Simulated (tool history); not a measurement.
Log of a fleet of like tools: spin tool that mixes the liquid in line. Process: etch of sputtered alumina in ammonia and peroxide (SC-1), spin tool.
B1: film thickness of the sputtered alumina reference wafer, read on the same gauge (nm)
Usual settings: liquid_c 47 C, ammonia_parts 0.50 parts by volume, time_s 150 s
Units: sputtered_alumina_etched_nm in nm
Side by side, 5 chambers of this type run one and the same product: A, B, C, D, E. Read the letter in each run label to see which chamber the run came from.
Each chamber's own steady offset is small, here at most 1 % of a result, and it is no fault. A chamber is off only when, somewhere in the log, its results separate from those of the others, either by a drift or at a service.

Run 1C, hour 7.8: usual settings; B1 99.987. Result: sputtered_alumina_etched_nm 5.8523 nm.
Run 2E, hour 16.3: usual settings; B1 99.978. Result: sputtered_alumina_etched_nm 5.8880 nm.
Run 3B, hour 26.3: usual settings; B1 99.993. Result: sputtered_alumina_etched_nm 5.8202 nm.
Run 4A, hour 32.7: usual settings; B1 99.993. Result: sputtered_alumina_etched_nm 5.7706 nm.
Run 5D, hour 40.6: usual settings; B1 99.993. Result: sputtered_alumina_etched_nm 5.9249 nm.
Run 6E, hour 50.4: usual settings; B1 99.989. Result: sputtered_alumina_etched_nm 5.9628 nm.
Run 7C, hour 57.8: usual settings; B1 99.989. Result: sputtered_alumina_etched_nm 5.8434 nm.
Run 8D, hour 67.5: usual settings; B1 99.992. Result: sputtered_alumina_etched_nm 5.8760 nm.
At hour 70.2: chamber C: heated supply line repaired.
Run 9B, hour 75.3: usual settings; B1 100.010. Result: sputtered_alumina_etched_nm 5.8581 nm.
Run 10A, hour 85.2: usual settings; B1 99.988. Result: sputtered_alumina_etched_nm 5.7325 nm.
Run 11E, hour 91.2: usual settings; B1 99.995. Result: sputtered_alumina_etched_nm 5.8544 nm.
Run 12D, hour 99.2: usual settings but ammonia_parts 0.75 parts by volume; B1 100.000. Result: sputtered_alumina_etched_nm 6.0757 nm.
Run 13C, hour 105.9: usual settings but ammonia_parts 0.75 parts by volume; B1 100.010. Result: sputtered_alumina_etched_nm 6.0717 nm.
Run 14B, hour 115.8: usual settings but ammonia_parts 0.75 parts by volume; B1 99.997. Result: sputtered_alumina_etched_nm 6.0729 nm.
Run 15A, hour 120.9: usual settings but ammonia_parts 0.75 parts by volume; B1 100.020. Result: sputtered_alumina_etched_nm 6.0940 nm.
Run 16E, hour 129.2: usual settings but ammonia_parts 0.75 parts by volume; B1 99.996. Result: sputtered_alumina_etched_nm 6.1296 nm.
Run 17B, hour 136.8: usual settings; B1 99.986. Result: sputtered_alumina_etched_nm 5.8470 nm.
At hour 142.5: chamber B: ammonia flow meter replaced.
Run 18C, hour 143.4: usual settings; B1 99.995. Result: sputtered_alumina_etched_nm 5.8246 nm.
Run 19A, hour 148.7: usual settings; B1 99.988. Result: sputtered_alumina_etched_nm 5.8151 nm.
Run 20D, hour 157.2: usual settings; B1 100.000. Result: sputtered_alumina_etched_nm 5.8348 nm.
Run 21E, hour 166.1: usual settings; B1 100.010. Result: sputtered_alumina_etched_nm 5.8570 nm.
Run 22C, hour 174.8: usual settings; B1 100.020. Result: sputtered_alumina_etched_nm 5.8851 nm.
Run 23A, hour 179.8: usual settings; B1 100.000. Result: sputtered_alumina_etched_nm 5.6982 nm.
Run 24D, hour 188.4: usual settings; B1 100.010. Result: sputtered_alumina_etched_nm 5.8909 nm.
Run 25B, hour 194.5: usual settings; B1 100.030. Result: sputtered_alumina_etched_nm 5.7695 nm.
Run 26C, hour 202.0: usual settings; B1 99.997. Result: sputtered_alumina_etched_nm 5.8720 nm.
At hour 208.4: chamber D: new drum of ammonia solution connected.
At hour 209.8: chamber E: new drum of ammonia solution connected.
Run 27A, hour 211.3: usual settings; B1 100.010. Result: sputtered_alumina_etched_nm 5.8368 nm.
Run 28B, hour 216.1: usual settings; B1 99.995. Result: sputtered_alumina_etched_nm 5.8122 nm.
Run 29D, hour 221.2: usual settings; B1 100.000. Result: sputtered_alumina_etched_nm 5.9264 nm.
Run 30E, hour 228.1: usual settings; B1 100.000. Result: sputtered_alumina_etched_nm 5.7798 nm.
Run 31B, hour 235.0: usual settings; B1 100.010. Result: sputtered_alumina_etched_nm 5.6962 nm.

The same settings go to every chamber for the next run, one line per chamber below. Forecast the results for each:
Run 32A, hour 242.5: usual settings. Result: sputtered_alumina_etched_nm ?.
Run 32B, hour 242.5: usual settings. Result: sputtered_alumina_etched_nm ?.
Run 32C, hour 242.5: usual settings. Result: sputtered_alumina_etched_nm ?.
Run 32D, hour 242.5: usual settings. Result: sputtered_alumina_etched_nm ?.
Run 32E, hour 242.5: usual settings. Result: sputtered_alumina_etched_nm ?.

run  sputtered_alumina_etched_nm
32A                       5.8688
32B                       5.8401
32C                       5.8096
32D                       5.8973
32E                       5.8912

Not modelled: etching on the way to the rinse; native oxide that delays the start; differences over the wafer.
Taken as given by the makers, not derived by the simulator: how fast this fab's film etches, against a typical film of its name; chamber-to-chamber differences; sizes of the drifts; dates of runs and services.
